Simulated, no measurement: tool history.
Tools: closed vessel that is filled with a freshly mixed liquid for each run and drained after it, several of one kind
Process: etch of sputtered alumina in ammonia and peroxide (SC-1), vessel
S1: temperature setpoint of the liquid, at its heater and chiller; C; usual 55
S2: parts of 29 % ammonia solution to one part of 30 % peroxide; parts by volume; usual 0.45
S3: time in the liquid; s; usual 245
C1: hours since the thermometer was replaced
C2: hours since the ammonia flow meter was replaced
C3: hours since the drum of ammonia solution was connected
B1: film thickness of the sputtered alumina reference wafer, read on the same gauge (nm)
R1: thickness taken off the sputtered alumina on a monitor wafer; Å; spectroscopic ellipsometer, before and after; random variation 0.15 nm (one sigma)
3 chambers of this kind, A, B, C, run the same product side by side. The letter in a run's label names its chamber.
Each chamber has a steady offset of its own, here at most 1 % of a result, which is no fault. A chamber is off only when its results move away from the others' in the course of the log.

run 1B hour=5.6 | S1=55 S2=0.45 S3=245 | C1=130.2 C2=2289 C3=484.8 | B1=139.95 | R1=203.73
run 2C hour=10.1 | S1=55 S2=0.45 S3=245 | C1=116.7 C2=842.6 C3=558.3 | B1=140.03 | R1=209.76
run 3A hour=14 | S1=55 S2=0.45 S3=245 | C1=984.5 C2=1304.6 C3=60.2 | B1=140 | R1=201.78
run 4B hour=19.2 | S1=55 S2=0.45 S3=245 | C1=143.8 C2=2302.6 C3=498.4 | B1=140 | R1=207.09
-- hour=25.8 chamber B: ammonia flow meter replaced
run 5C hour=26.1 | S1=55 S2=0.45 S3=245 | C1=132.7 C2=858.6 C3=574.3 | B1=140.02 | R1=206.58
run 6A hour=30.1 | S1=55 S2=0.45 S3=245 | C1=1000.6 C2=1320.7 C3=76.3 | B1=140.01 | R1=202.35
run 7C hour=35.9 | S1=55 S2=0.45 S3=245 | C1=142.5 C2=868.4 C3=584.1 | B1=140.02 | R1=206.2
run 8A hour=39 | S1=55 S2=0.45 S3=245 | C1=1009.5 C2=1329.6 C3=85.2 | B1=140.01 | R1=203.27
run 9B hour=42.4 | S1=55 S2=0.45 S3=245 | C1=167 C2=16.6 C3=521.6 | B1=140.01 | R1=205.66
run 10C hour=46.3 | S1=55 S2=0.4 S3=245 | C1=152.9 C2=878.8 C3=594.5 | B1=140.02 | R1=200.52
run 11A hour=51.7 | S1=55 S2=0.4 S3=245 | C1=1022.2 C2=1342.3 C3=97.9 | B1=140.04 | R1=201.54
run 12B hour=55.8 | S1=55 S2=0.4 S3=245 | C1=180.4 C2=30 C3=535 | B1=139.95 | R1=202.23
run 13B hour=60.9 | S1=55 S2=0.45 S3=245 | C1=185.5 C2=35.1 C3=540.1 | B1=139.95 | R1=207.04
run 14A hour=67.6 | S1=55 S2=0.45 S3=245 | C1=1038.1 C2=1358.2 C3=113.8 | B1=140 | R1=202.35
-- hour=68.1 chamber C: new drum of ammonia solution connected
run 15C hour=72 | S1=55 S2=0.3 S3=125 | C1=178.6 C2=904.5 C3=3.9 | B1=140.02 | R1=101.13
run 16A hour=76.6 | S1=55 S2=0.3 S3=125 | C1=1047.1 C2=1367.2 C3=122.8 | B1=140.01 | R1=99.556
run 17C hour=81.5 | S1=55 S2=0.3 S3=125 | C1=188.1 C2=914 C3=13.4 | B1=140.04 | R1=101.41
run 18B hour=87 | S1=55 S2=0.45 S3=245 | C1=211.6 C2=61.2 C3=566.2 | B1=139.99 | R1=206.5
run 19A hour=92.1 | S1=55 S2=0.45 S3=245 | C1=1062.6 C2=1382.7 C3=138.3 | B1=140 | R1=202.62
run 20B hour=98.9 | S1=55 S2=0.45 S3=245 | C1=223.5 C2=73.1 C3=578.1 | B1=140.02 | R1=202.66
run 21C hour=105.5 | S1=55 S2=0.45 S3=245 | C1=212.1 C2=938 C3=37.4 | B1=140.03 | R1=204.09
run 22A hour=108.6 | S1=55 S2=0.45 S3=245 | C1=1079.1 C2=1399.2 C3=154.8 | B1=140 | R1=204.85

All 3 chambers run these settings next. Forecast each chamber's results:
run 23A hour=113.6 | S1=55 S2=0.45 S3=245 | R1=?
run 23B hour=113.6 | S1=55 S2=0.45 S3=245 | R1=?
run 23C hour=113.6 | S1=55 S2=0.45 S3=245 | R1=?

run=23A R1=205.6
run=23B R1=206.39
run=23C R1=206.15
